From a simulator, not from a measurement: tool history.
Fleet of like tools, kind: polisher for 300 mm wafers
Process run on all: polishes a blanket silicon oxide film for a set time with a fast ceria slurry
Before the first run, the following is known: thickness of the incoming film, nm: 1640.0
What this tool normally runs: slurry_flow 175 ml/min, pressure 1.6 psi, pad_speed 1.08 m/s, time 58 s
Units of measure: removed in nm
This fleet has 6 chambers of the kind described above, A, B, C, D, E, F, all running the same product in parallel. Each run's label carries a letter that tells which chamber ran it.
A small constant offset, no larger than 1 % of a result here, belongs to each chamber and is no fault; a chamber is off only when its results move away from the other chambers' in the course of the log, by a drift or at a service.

run 1A hour=4.5 | slurry_flow=175 pressure=1.6 pad_speed=1.08 time=58 | removed=486.53
run 2E hour=12.5 | slurry_flow=175 pressure=1.6 pad_speed=1.08 time=58 | removed=499.57
run 3C hour=17.7 | slurry_flow=175 pressure=1.6 pad_speed=1.08 time=58 | removed=497.38
-- hour=20.3 chamber F: slurry nozzle cleaned
-- hour=24.3 chamber A: worn pad replaced by a new one
run 4B hour=24.3 | slurry_flow=175 pressure=1.6 pad_speed=1.08 time=58 | removed=492.88
-- hour=25.3 chamber D: worn pad replaced by a new one
-- hour=30.4 chamber B: worn pad replaced by a new one
run 5D hour=31.1 | slurry_flow=175 pressure=1.6 pad_speed=0.86 time=70 | removed=474.32
-- hour=33.2 chamber B: slurry nozzle cleaned
-- hour=37.1 chamber F: worn pad replaced by a new one
run 6F hour=40.2 | slurry_flow=175 pressure=1.6 pad_speed=0.86 time=70 | removed=472.74
run 7F hour=47.2 | slurry_flow=175 pressure=1.6 pad_speed=0.86 time=70 | removed=472.88
run 8D hour=53.9 | slurry_flow=175 pressure=1.6 pad_speed=0.86 time=70 | removed=473.00
run 9E hour=60.1 | slurry_flow=175 pressure=1.6 pad_speed=0.86 time=70 | removed=473.27
-- hour=63.9 chamber D: slurry nozzle cleaned
run 10C hour=67.8 | slurry_flow=175 pressure=1.6 pad_speed=0.86 time=70 | removed=480.03
run 11A hour=74.4 | slurry_flow=175 pressure=1.6 pad_speed=1.08 time=58 | removed=495.03
-- hour=79.8 chamber C: worn pad replaced by a new one
run 12B hour=79.9 | slurry_flow=175 pressure=1.6 pad_speed=1.08 time=58 | removed=481.12
-- hour=85.8 chamber C: head pressure recalibrated
run 13D hour=89.8 | slurry_flow=175 pressure=1.6 pad_speed=1.08 time=58 | removed=495.87
-- hour=94.5 chamber A: worn pad replaced by a new one
run 14F hour=98.3 | slurry_flow=175 pressure=1.6 pad_speed=1.08 time=58 | removed=497.10
-- hour=104.1 chamber E: worn pad replaced by a new one
run 15A hour=107.8 | slurry_flow=175 pressure=1.6 pad_speed=1.08 time=58 | removed=498.54
run 16B hour=113.3 | slurry_flow=175 pressure=1.6 pad_speed=1.08 time=58 | removed=494.57
-- hour=118.7 chamber D: worn pad replaced by a new one
run 17C hour=118.9 | slurry_flow=175 pressure=1.6 pad_speed=1.08 time=58 | removed=492.94
run 18E hour=126.8 | slurry_flow=175 pressure=1.6 pad_speed=1.40 time=50 | removed=538.40
run 19D hour=132.9 | slurry_flow=175 pressure=1.6 pad_speed=1.40 time=50 | removed=568.94
-- hour=139.4 chamber B: worn pad replaced by a new one
run 20B hour=142.2 | slurry_flow=175 pressure=1.6 pad_speed=1.40 time=50 | removed=548.75
-- hour=145.8 chamber F: worn pad replaced by a new one
run 21F hour=151.2 | slurry_flow=175 pressure=1.6 pad_speed=1.40 time=50 | removed=552.27
run 22E hour=156.2 | slurry_flow=175 pressure=1.6 pad_speed=1.40 time=50 | removed=540.45
run 23C hour=165.0 | slurry_flow=175 pressure=1.6 pad_speed=1.40 time=50 | removed=545.41
-- hour=168.4 chamber A: worn pad replaced by a new one
run 24A hour=173.5 | slurry_flow=175 pressure=1.6 pad_speed=1.08 time=58 | removed=499.31
run 25C hour=183.8 | slurry_flow=175 pressure=1.3 pad_speed=1.26 time=58 | removed=470.36
run 26B hour=192.4 | slurry_flow=175 pressure=1.3 pad_speed=1.26 time=58 | removed=471.82
-- hour=195.2 chamber C: worn pad replaced by a new one
run 27A hour=200.7 | slurry_flow=175 pressure=1.3 pad_speed=1.26 time=58 | removed=476.34
run 28E hour=208.0 | slurry_flow=175 pressure=1.3 pad_speed=1.26 time=58 | removed=467.61
run 29F hour=216.3 | slurry_flow=175 pressure=1.3 pad_speed=1.26 time=58 | removed=466.81
-- hour=223.6 chamber D: worn pad replaced by a new one
run 30D hour=226.6 | slurry_flow=175 pressure=1.3 pad_speed=1.26 time=58 | removed=488.38
-- hour=232.7 chamber E: worn pad replaced by a new one
-- hour=234.4 chamber C: slurry nozzle cleaned
run 31D hour=236.5 | slurry_flow=175 pressure=1.6 pad_speed=1.08 time=58 | removed=512.41
run 32F hour=241.2 | slurry_flow=175 pressure=1.6 pad_speed=1.08 time=58 | removed=491.32
-- hour=241.5 chamber A: worn pad replaced by a new one
-- hour=242.2 chamber B: worn pad replaced by a new one
run 33E hour=249.2 | slurry_flow=175 pressure=1.6 pad_speed=1.08 time=58 | removed=500.20
run 34A hour=255.4 | slurry_flow=175 pressure=1.6 pad_speed=1.08 time=58 | removed=495.05
run 35C hour=261.2 | slurry_flow=120 pressure=1.6 pad_speed=1.08 time=42 | removed=333.90
run 36B hour=271.2 | slurry_flow=120 pressure=1.6 pad_speed=1.08 time=42 | removed=338.23
run 37C hour=276.0 | slurry_flow=120 pressure=1.6 pad_speed=1.08 time=42 | removed=335.43
-- hour=279.2 chamber D: slurry nozzle cleaned
run 38D hour=284.2 | slurry_flow=120 pressure=1.6 pad_speed=1.08 time=42 | removed=346.41

Which is it: a chamber that has drifted or been left off by a service, a gauge drift common to all chambers, or only each chamber's usual small offset? If a chamber is off, name it and its likeliest cause.

It is chamber D that slowly wanders off from its peers.
Most likely cause: head's pressure above its setpoint, % = 6.46.

Which of the 4 candidates below, each the usual settings with something changed and its results left as question marks, puts chamber D back in line with what the other chambers give on the usual settings?
In line here means within this much of the mean the other chambers give on the usual settings: removed 16.00 nm
run 39D-1 hour=291.6 | slurry_flow=175 pressure=1.7 pad_speed=1.14 time=58 | removed=?
run 39D-2 hour=291.6 | slurry_flow=175 pressure=1.6 pad_speed=1.02 time=58 | removed=?
run 39D-3 hour=291.6 | slurry_flow=175 pressure=1.5 pad_speed=1.08 time=55 | removed=?
run 39D-4 hour=291.6 | slurry_flow=175 pressure=1.7 pad_speed=1.08 time=58 | removed=?

Other chambers, usual settings, mean: removed 493.56 nm
run=39D-1 removed=582.95
run=39D-2 removed=491.23
run=39D-3 removed=462.91
run=39D-4 removed=552.21
39D-2 is the one that brings the chamber's results back in line with the other chambers.

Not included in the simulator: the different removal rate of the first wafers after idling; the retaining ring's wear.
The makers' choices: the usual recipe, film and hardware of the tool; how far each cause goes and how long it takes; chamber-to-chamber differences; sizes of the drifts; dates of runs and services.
